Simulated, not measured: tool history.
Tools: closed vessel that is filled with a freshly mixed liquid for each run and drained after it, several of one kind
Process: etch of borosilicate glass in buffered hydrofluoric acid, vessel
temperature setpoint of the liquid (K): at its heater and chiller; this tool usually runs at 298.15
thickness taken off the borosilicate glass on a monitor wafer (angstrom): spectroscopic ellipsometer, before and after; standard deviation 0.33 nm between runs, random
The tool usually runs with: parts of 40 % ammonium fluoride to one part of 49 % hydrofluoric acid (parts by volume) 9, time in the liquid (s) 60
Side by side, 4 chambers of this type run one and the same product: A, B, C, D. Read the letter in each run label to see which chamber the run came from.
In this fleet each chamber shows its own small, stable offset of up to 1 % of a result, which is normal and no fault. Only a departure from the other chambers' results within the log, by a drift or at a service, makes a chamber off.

| run | hour | temperature setpoint of the liquid (K) | parts of 40 % ammonium fluoride to one part of 49 % hydrofluoric acid (parts by volume) | time in the liquid (s) | read-back film thickness of the borosilicate glass reference wafer, read on the same gauge (nm) | thickness taken off the borosilicate glass on a monitor wafer (angstrom) |
|---|---|---|---|---|---|---|
| 1B | 5.5 | 298.15 | 9 | 60 | 119.99 | 838.25 |
| 2C | 9.2 | 298.15 | 9 | 60 | 119.97 | 829.98 |
| 3A | 16.2 | 298.15 | 9 | 60 | 119.99 | 836.78 |
| 4D | 21.3 | 298.15 | 9 | 60 | 120.01 | 838.43 |
| 5C | 27.5 | 298.15 | 9 | 60 | 120.01 | 828.19 |
| 6D | 31.3 | 298.15 | 9 | 60 | 119.98 | 835.16 |
| 7A | 37.7 | 298.15 | 9 | 60 | 119.99 | 846.84 |
| 8B | 44.7 | 298.15 | 9 | 50 | 120.02 | 703.29 |
| 9C | 49.7 | 298.15 | 9 | 50 | 120.01 | 692.22 |
| 10D | 53 | 298.15 | 9 | 50 | 120.01 | 699.83 |
| 11B | 59.5 | 298.15 | 9 | 50 | 120 | 704.89 |
| 12A | 66.1 | 298.15 | 12 | 60 | 120 | 658.75 |
| 13A | 70.9 | 298.15 | 12 | 60 | 119.96 | 659.17 |
| 14B | 75.9 | 298.15 | 12 | 60 | 120.01 | 653.77 |
| 15D | 79.8 | 298.15 | 12 | 60 | 120.03 | 653.17 |
| 16C | 85 | 298.15 | 9 | 60 | 120 | 835.98 |
| 17B | 91.8 | 298.15 | 9 | 60 | 120 | 838.2 |
| 18D | 97.7 | 298.15 | 9 | 60 | 120.01 | 839.95 |
| 19C | 102.8 | 298.15 | 7 | 75 | 120.01 | 1367.6 |
| 20A | 107.4 | 298.15 | 7 | 75 | 120.01 | 1383.5 |
| 21D | 110.8 | 298.15 | 7 | 75 | 119.93 | 1393.6 |
| 22B | 116.8 | 298.15 | 7 | 75 | 119.99 | 1381.4 |
| 23C | 119.9 | 298.15 | 9 | 60 | 119.99 | 836 |
| 24A | 123.6 | 300.15 | 9 | 30 | 120.01 | 468.21 |
| 25A | 130.4 | 300.15 | 9 | 30 | 120 | 469.8 |
| 26C | 135.6 | 300.15 | 9 | 30 | 120.03 | 464.37 |
| 27B | 139.9 | 300.15 | 9 | 30 | 120.01 | 468.29 |
| 28D | 147 | 298.15 | 9 | 60 | 120.01 | 837.75 |
| 29A | 151.1 | 298.15 | 9 | 60 | 120.01 | 843.27 |
| 30D | 154.7 | 298.15 | 9 | 60 | 120 | 837.98 |
|  | 156.2 | chamber C: hydrofluoric acid flow meter replaced |
| 31C | 158.7 | 298.15 | 9 | 60 | 119.95 | 839.01 |
| 32B | 161.9 | 298.15 | 9 | 60 | 120 | 837.4 |
| 33B | 167.7 | 298.15 | 9 | 90 | 119.99 | 1254.8 |
| 34A | 173.7 | 298.15 | 9 | 90 | 120.03 | 1258.3 |
| 35C | 178.5 | 298.15 | 9 | 90 | 120 | 1250.6 |
| 36D | 185 | 298.15 | 9 | 90 | 120.04 | 1259.1 |
| 37D | 188.4 | 298.15 | 9 | 60 | 120.05 | 842.18 |

What goes on in this fleet: one chamber off, a drifting gauge, or nothing beyond the chambers' own small offsets? Name the chamber and the cause, if any.

No chamber is off and the gauge is stable; the differences are just each chamber's small, constant offset.

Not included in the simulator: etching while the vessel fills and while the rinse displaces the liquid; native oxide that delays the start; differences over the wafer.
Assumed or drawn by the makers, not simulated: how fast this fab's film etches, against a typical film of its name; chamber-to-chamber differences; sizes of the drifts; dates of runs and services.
